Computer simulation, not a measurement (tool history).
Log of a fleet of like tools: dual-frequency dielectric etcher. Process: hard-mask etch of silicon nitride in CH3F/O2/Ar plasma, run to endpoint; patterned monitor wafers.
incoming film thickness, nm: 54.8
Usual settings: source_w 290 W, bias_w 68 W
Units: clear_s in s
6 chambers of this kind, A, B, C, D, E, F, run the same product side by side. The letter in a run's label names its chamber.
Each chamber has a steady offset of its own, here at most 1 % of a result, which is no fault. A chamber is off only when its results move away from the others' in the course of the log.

| run | day | source_w | bias_w | hours since the last wet clean | hours since the last source power generator calibration | hours since the last bias power generator calibration | clear_s |
|---|---|---|---|---|---|---|---|
| 1B | 0.208 | 290 | 68 | 199.8 | 847.7 | 2070.7 | 91.44 |
| 2F | 0.346 | 290 | 68 | 178.4 | 1449.3 | 1353.7 | 91.213 |
|  | 0.421 | chamber D: wet clean of the chamber |
| 3C | 0.517 | 290 | 68 | 95.9 | 747.1 | 223.5 | 91.692 |
| 4A | 0.7 | 290 | 68 | 316.6 | 264.2 | 31.7 | 91.907 |
| 5D | 0.912 | 290 | 68 | 11.8 | 420.5 | 2681.5 | 92.414 |
| 6E | 1.142 | 230 | 53 | 344 | 95.9 | 1947.4 | 108.78 |
| 7D | 1.342 | 230 | 53 | 22.1 | 430.8 | 2691.8 | 109.03 |
| 8F | 1.55 | 230 | 53 | 207.3 | 1478.2 | 1382.6 | 109.36 |
| 9A | 1.767 | 230 | 53 | 342.2 | 289.8 | 57.3 | 108.66 |
| 10C | 2.042 | 230 | 53 | 132.5 | 783.7 | 260.1 | 108.56 |
| 11E | 2.217 | 230 | 53 | 369.8 | 121.7 | 1973.2 | 107.83 |
| 12B | 2.488 | 290 | 68 | 254.5 | 902.4 | 2125.4 | 91.612 |
| 13D | 2.771 | 290 | 68 | 56.4 | 465.1 | 2726.1 | 90.612 |
| 14E | 3.021 | 290 | 68 | 389.1 | 141 | 1992.5 | 90.926 |
| 15C | 3.258 | 290 | 68 | 161.7 | 812.9 | 289.3 | 91.243 |
| 16F | 3.4 | 290 | 68 | 251.7 | 1522.6 | 1427 | 91.292 |
| 17A | 3.567 | 290 | 68 | 385.4 | 333 | 100.5 | 92.213 |
| 18B | 3.829 | 290 | 68 | 286.7 | 934.6 | 2157.6 | 91.07 |
| 19F | 4.054 | 320 | 56 | 267.4 | 1538.3 | 1442.7 | 93.624 |
| 20D | 4.267 | 320 | 56 | 92.3 | 501 | 2762 | 94.037 |
| 21A | 4.492 | 320 | 56 | 407.6 | 355.2 | 122.7 | 94.532 |
| 22E | 4.667 | 320 | 56 | 428.6 | 180.5 | 2032 | 94.474 |
| 23B | 4.858 | 320 | 56 | 311.4 | 959.3 | 2182.3 | 94.407 |
| 24C | 5.142 | 320 | 56 | 206.9 | 858.1 | 334.5 | 93.707 |
| 25E | 5.362 | 290 | 68 | 445.3 | 197.2 | 2048.7 | 91.374 |
| 26C | 5.508 | 290 | 68 | 215.7 | 866.9 | 343.3 | 90.986 |
| 27A | 5.642 | 290 | 68 | 435.2 | 382.8 | 150.3 | 92.365 |
| 28F | 5.771 | 290 | 68 | 308.6 | 1579.5 | 1483.9 | 90.493 |
| 29D | 5.95 | 290 | 68 | 132.7 | 541.4 | 2802.4 | 92.168 |
| 30B | 6.212 | 290 | 68 | 343.9 | 991.8 | 2214.8 | 91.162 |
| 31D | 6.496 | 290 | 68 | 145.8 | 554.5 | 2815.5 | 91.777 |
| 32C | 6.658 | 290 | 68 | 243.3 | 894.5 | 370.9 | 90.797 |
| 33B | 6.904 | 290 | 68 | 360.5 | 1008.4 | 2231.4 | 90.993 |
| 34E | 7.05 | 290 | 51 | 485.8 | 237.7 | 2089.2 | 101.33 |
| 35A | 7.238 | 290 | 51 | 473.5 | 421.1 | 188.6 | 101.85 |
| 36F | 7.438 | 290 | 51 | 348.6 | 1619.5 | 1523.9 | 101.34 |

Is one chamber off against the others, does the gauge drift, or is nothing wrong? If a chamber is off, say which, and what the likeliest cause is.

No chamber stands off beyond its own small offset, and the gauge holds steady.

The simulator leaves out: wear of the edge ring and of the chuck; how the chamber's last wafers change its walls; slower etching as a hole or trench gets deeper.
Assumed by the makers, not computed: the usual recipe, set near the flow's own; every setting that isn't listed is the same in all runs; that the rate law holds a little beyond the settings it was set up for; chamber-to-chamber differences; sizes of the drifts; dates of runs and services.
